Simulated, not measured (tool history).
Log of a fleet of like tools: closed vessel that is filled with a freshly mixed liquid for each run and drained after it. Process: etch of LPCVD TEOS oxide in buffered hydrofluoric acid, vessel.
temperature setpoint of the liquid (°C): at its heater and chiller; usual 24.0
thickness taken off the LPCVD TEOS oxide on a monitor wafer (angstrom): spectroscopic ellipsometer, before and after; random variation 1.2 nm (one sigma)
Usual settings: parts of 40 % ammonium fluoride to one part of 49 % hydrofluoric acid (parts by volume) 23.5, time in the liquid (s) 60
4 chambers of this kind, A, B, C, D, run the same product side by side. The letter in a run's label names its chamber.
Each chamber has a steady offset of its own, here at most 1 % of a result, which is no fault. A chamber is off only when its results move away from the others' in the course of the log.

run	hour	temperature setpoint of the liquid (°C)	parts of 40 % ammonium fluoride to one part of 49 % hydrofluoric acid (parts by volume)	time in the liquid (s)	hours since the thermometer was replaced	hours since the hydrofluoric acid flow meter was replaced	read-back film thickness of the LPCVD TEOS oxide reference wafer, read on the same gauge (nm)	thickness taken off the LPCVD TEOS oxide on a monitor wafer (angstrom)
1D	5.5	24.0	23.5	60	1910.6	907.4	139.98	1376.70
2B	11.4	24.0	23.5	60	1799.2	214.2	140.01	1367.10
3A	21.6	24.0	23.5	60	662.2	1683.2	140.01	1402.10
4C	27.0	24.0	23.5	60	1572.7	1372.7	140.00	1374.40
5A	32.6	24.0	23.5	60	673.2	1694.2	140.00	1395.50
6D	42.2	24.0	23.5	60	1947.3	944.1	139.98	1352.80
7B	47.0	24.0	23.5	60	1834.8	249.8	140.00	1386.50
8C	54.2	24.0	23.5	60	1599.9	1399.9	139.99	1393.90
9B	61.1	24.0	23.5	60	1848.9	263.9	139.98	1363.30
10D	71.7	24.0	23.5	60	1976.8	973.6	140.02	1367.80
11C	82.5	24.0	23.5	60	1628.2	1428.2	140.01	1398.10
12A	88.9	24.0	23.5	40	729.5	1750.5	140.02	932.75
13B	96.1	24.0	23.5	40	1883.9	298.9	140.00	921.29
14A	105.4	24.0	23.5	40	746.0	1767.0	140.00	923.37
15C	113.6	24.0	23.5	40	1659.3	1459.3	140.00	934.84
16D	120.9	24.0	23.5	60	2026.0	1022.8	139.99	1380.40
17A	127.1	24.0	23.5	60	767.7	1788.7	140.01	1380.40
18C	133.0	24.0	23.5	60	1678.7	1478.7	139.99	1414.80
# hour 139.0: chamber A: thermometer replaced
19D	143.3	24.0	23.5	60	2048.4	1045.2	140.02	1381.40
20B	152.5	24.0	23.5	60	1940.3	355.3	139.97	1367.20
21C	162.1	24.0	23.5	60	1707.8	1507.8	139.99	1426.20
22B	169.6	24.0	23.5	60	1957.4	372.4	139.99	1371.20
23A	176.9	24.0	23.5	60	37.9	1838.5	140.00	1392.90
24D	184.2	24.0	23.5	60	2089.3	1086.1	140.00	1372.10
25D	190.0	24.0	23.5	60	2095.1	1091.9	139.99	1385.00
26C	200.2	24.0	23.5	60	1745.9	1545.9	140.01	1434.90
27A	208.5	26.5	23.5	60	69.5	1870.1	139.98	1581.60
28B	214.8	26.5	23.5	60	2002.6	417.6	140.00	1585.50
29C	221.0	26.5	23.5	60	1766.7	1566.7	140.01	1630.00
30D	230.0	26.5	23.5	60	2135.1	1131.9	139.99	1567.00
31A	236.3	24.0	23.5	60	97.3	1897.9	140.00	1381.60
32B	242.4	24.0	23.5	60	2030.2	445.2	140.01	1376.60
# hour 246.7: chamber D: thermometer replaced
33A	247.5	24.0	23.5	60	108.5	1909.1	140.01	1384.20
34B	252.3	24.0	23.5	60	2040.1	455.1	139.98	1357.90
35C	259.8	28.5	29.0	60	1805.5	1605.5	139.98	1611.40
36D	266.9	28.5	29.0	60	20.3	1168.8	140.00	1507.40
37D	273.5	28.5	29.0	60	26.9	1175.4	139.99	1515.90
38C	279.0	28.5	29.0	60	1824.7	1624.7	140.01	1617.70
39A	287.8	24.0	23.5	60	148.8	1949.4	140.00	1401.80
40B	293.1	24.0	23.5	60	2080.9	495.9	139.97	1385.80
41B	303.2	24.0	23.5	60	2091.0	506.0	140.01	1369.00
42D	313.1	28.5	23.5	45	66.5	1215.0	140.01	1310.20

What goes on in this fleet: one chamber off, a drifting gauge, or nothing beyond the chambers' own small offsets? Name the chamber and the cause, if any.

Chamber C drifts away from the others.
Cause: liquid hotter than its thermometer reads (K) = 1.17.
The log may not tell that from: hydrofluoric acid flow above the setpoint (%).

Here are 4 candidates for chamber C's next run, each the usual settings with a change, their results left as question marks. Which one brings its results back in line with what the others give on the usual settings?
In line means no further than this from the other chambers' mean on the usual settings: thickness taken off the LPCVD TEOS oxide on a monitor wafer (angstrom) 41.00
43C-1	320.8	24.0	24.0	60				?
43C-2	320.8	24.5	22.0	60				?
43C-3	320.8	24.5	23.5	60				?
43C-4	320.8	22.5	23.5	60				?

The other chambers' mean on the usual settings: thickness taken off the LPCVD TEOS oxide on a monitor wafer (angstrom) 1376.90
run	thickness taken off the LPCVD TEOS oxide on a monitor wafer (angstrom)
43C-1	1458.20
43C-2	1589.00
43C-3	1519.20
43C-4	1363.50
43C-4 brings the chamber back in line.
